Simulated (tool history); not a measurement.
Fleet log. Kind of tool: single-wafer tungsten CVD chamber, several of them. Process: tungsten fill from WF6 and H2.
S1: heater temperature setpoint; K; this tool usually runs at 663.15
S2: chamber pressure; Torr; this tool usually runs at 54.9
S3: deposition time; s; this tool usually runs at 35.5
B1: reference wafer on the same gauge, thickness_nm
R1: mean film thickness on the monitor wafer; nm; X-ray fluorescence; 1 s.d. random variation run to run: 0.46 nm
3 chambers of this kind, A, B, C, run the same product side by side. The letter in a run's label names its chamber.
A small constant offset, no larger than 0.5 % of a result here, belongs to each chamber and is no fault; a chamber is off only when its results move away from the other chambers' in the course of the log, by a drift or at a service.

{"run": "1C", "day": 0.225, "S1": 663.15, "S2": 54.9, "S3": 35.5, "B1": 96.134, "R1": 113.59}
{"run": "2B", "day": 0.429, "S1": 663.15, "S2": 54.9, "S3": 35.5, "B1": 95.965, "R1": 112.82}
{"run": "3A", "day": 0.621, "S1": 663.15, "S2": 54.9, "S3": 35.5, "B1": 96.029, "R1": 112.88}
{"run": "4A", "day": 0.796, "S1": 663.15, "S2": 54.9, "S3": 35.5, "B1": 96.013, "R1": 112.53}
{"run": "5B", "day": 1.008, "S1": 663.15, "S2": 54.9, "S3": 35.5, "B1": 96.025, "R1": 112.25}
{"run": "6C", "day": 1.129, "S1": 663.15, "S2": 54.9, "S3": 35.5, "B1": 95.976, "R1": 113.18}
{"run": "7B", "day": 1.321, "S1": 663.15, "S2": 54.9, "S3": 35.5, "B1": 96.004, "R1": 111.63}
{"run": "8A", "day": 1.458, "S1": 663.15, "S2": 54.9, "S3": 35.5, "B1": 95.973, "R1": 113.14}
{"run": "9C", "day": 1.654, "S1": 652.15, "S2": 54.9, "S3": 32.1, "B1": 96.004, "R1": 82.787}
{"run": "10C", "day": 1.808, "S1": 652.15, "S2": 54.9, "S3": 32.1, "B1": 95.966, "R1": 82.037}
{"run": "11A", "day": 1.983, "S1": 652.15, "S2": 54.9, "S3": 32.1, "B1": 95.966, "R1": 82.021}
{"run": "12B", "day": 2.208, "S1": 663.15, "S2": 54.9, "S3": 35.5, "B1": 96.005, "R1": 112.96}
{"day": 2.262, "done": "chamber A: thermocouple changed; heater temperature recalibrated"}
{"run": "13B", "day": 2.321, "S1": 663.15, "S2": 54.9, "S3": 35.5, "B1": 96.016, "R1": 112.17}
{"run": "14A", "day": 2.446, "S1": 663.15, "S2": 54.9, "S3": 35.5, "B1": 95.978, "R1": 119.95}
{"run": "15C", "day": 2.642, "S1": 663.15, "S2": 54.9, "S3": 35.5, "B1": 95.987, "R1": 113.9}
{"run": "16C", "day": 2.875, "S1": 663.15, "S2": 54.9, "S3": 35.5, "B1": 96.003, "R1": 114.08}
{"run": "17B", "day": 3.079, "S1": 663.15, "S2": 54.9, "S3": 35.5, "B1": 96.005, "R1": 112.9}
{"run": "18A", "day": 3.233, "S1": 663.15, "S2": 54.9, "S3": 35.5, "B1": 95.931, "R1": 119.9}
{"run": "19B", "day": 3.412, "S1": 663.15, "S2": 54.9, "S3": 35.5, "B1": 96.015, "R1": 112.22}
{"run": "20A", "day": 3.608, "S1": 663.15, "S2": 54.9, "S3": 35.5, "B1": 95.967, "R1": 119.81}

The same settings go to every chamber for the next run, one line per chamber below. Forecast the results for each:
{"run": "21A", "day": 3.779, "S1": 663.15, "S2": 54.9, "S3": 35.5, "R1": "?"}
{"run": "21B", "day": 3.779, "S1": 663.15, "S2": 54.9, "S3": 35.5, "R1": "?"}
{"run": "21C", "day": 3.779, "S1": 663.15, "S2": 54.9, "S3": 35.5, "R1": "?"}

run=21A R1=120.240
run=21B R1=112.670
run=21C R1=112.920
